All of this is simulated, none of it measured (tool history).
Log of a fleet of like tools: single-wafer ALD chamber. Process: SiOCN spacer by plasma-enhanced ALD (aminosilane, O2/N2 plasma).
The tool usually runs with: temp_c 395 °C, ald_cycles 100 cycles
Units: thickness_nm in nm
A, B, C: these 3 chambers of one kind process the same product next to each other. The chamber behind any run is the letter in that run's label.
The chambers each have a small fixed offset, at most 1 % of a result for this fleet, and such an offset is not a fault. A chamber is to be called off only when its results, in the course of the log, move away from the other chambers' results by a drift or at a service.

run   hour  temp_c  ald_cycles  hours since the last thermocouple change  read-back reference wafer on the same gauge, thickness_nm  thickness_nm
 1C      3     395         100                                      1792                                                     5.1847        6.0396
 2A    5.9     395         100                                    2374.1                                                     5.1739        5.9925
 3B    9.6     395         100                                     955.6                                                     5.1809        6.0682
 4C   14.4     395         100                                    1803.4                                                     5.1908        5.9668
 5A   17.8     395         100                                      2386                                                     5.1777        6.0109
 6B   21.9     395         100                                     967.9                                                     5.1835        6.0421
 7C     26     395         100                                      1815                                                      5.176        6.0284
 8B   30.3     395         100                                     976.3                                                     5.1787        5.9851
 9A   35.8     395         100                                      2404                                                     5.1885        6.0631
10C   40.6     395         100                                    1829.6                                                     5.1864        6.0797
11A   43.3     402          83                                    2411.5                                                      5.177        4.9487
12B   47.1     402          83                                     993.1                                                     5.1767        4.8967
13B   51.1     402          83                                     997.1                                                     5.1801        4.9531
14A   55.7     395         100                                    2423.9                                                     5.1726        5.9862
15C   59.3     395         100                                    1848.3                                                     5.1838        6.0777
16C   65.1     395         100                                    1854.1                                                     5.1706        6.0194
17B     68     395         100                                      1014                                                     5.1792        6.1001
18A   71.9     395         100                                    2440.1                                                     5.1754        5.9853
19B   74.6     400         119                                    1020.6                                                     5.1799        7.1825
20C   80.6     400         119                                    1869.6                                                     5.1827        7.0642
21A   84.2     400         119                                    2452.4                                                     5.1767        7.1215
22C   86.9     386         107                                    1875.9                                                     5.1763        6.4776
23B   91.8     386         107                                    1037.8                                                     5.1772        6.4848
24A   97.7     386         107                                    2465.9                                                     5.1847        6.4057
25B  103.4     395         100                                    1049.4                                                     5.1759        6.0572
26C  107.4     395         100                                    1896.4                                                     5.1744        6.0454
27A  110.6     395         100                                    2478.8                                                     5.1822        5.9439
28A    114     395         100                                    2482.2                                                      5.183        5.9236
29B  118.9     395         100                                    1064.9                                                     5.1864        6.0551
30C  122.2     395         100                                    1911.2                                                     5.1907        6.0169
31A  126.1     395         100                                    2494.3                                                     5.1853        5.9349
32C  130.4     395         100                                    1919.4                                                      5.181          6.04
33B  135.5     395         100                                    1081.5                                                     5.1791        5.9778
34C  140.3     395         100                                    1929.3                                                     5.1831        6.0438
35A  143.1     395         100                                    2511.3                                                     5.1811        5.9629
36B  149.1     395         100                                    1095.1                                                     5.1782        6.0392
37B  152.4     388          93                                    1098.4                                                     5.1847        5.5746
38C  157.5     388          93                                    1946.5                                                      5.185        5.5865
39A  163.2     388          93                                    2531.4                                                     5.1752        5.5812
40B  168.3     386         119                                    1114.3                                                     5.1826        7.1969

Read the log: is a single chamber off, either drifting away or since a service, is the gauge that measures every chamber drifting, or is nothing wrong beyond small per-chamber offsets? Name any odd chamber and what most likely caused it.

Nothing is wrong: each chamber keeps only its own small, steady offset and the gauge holds still.

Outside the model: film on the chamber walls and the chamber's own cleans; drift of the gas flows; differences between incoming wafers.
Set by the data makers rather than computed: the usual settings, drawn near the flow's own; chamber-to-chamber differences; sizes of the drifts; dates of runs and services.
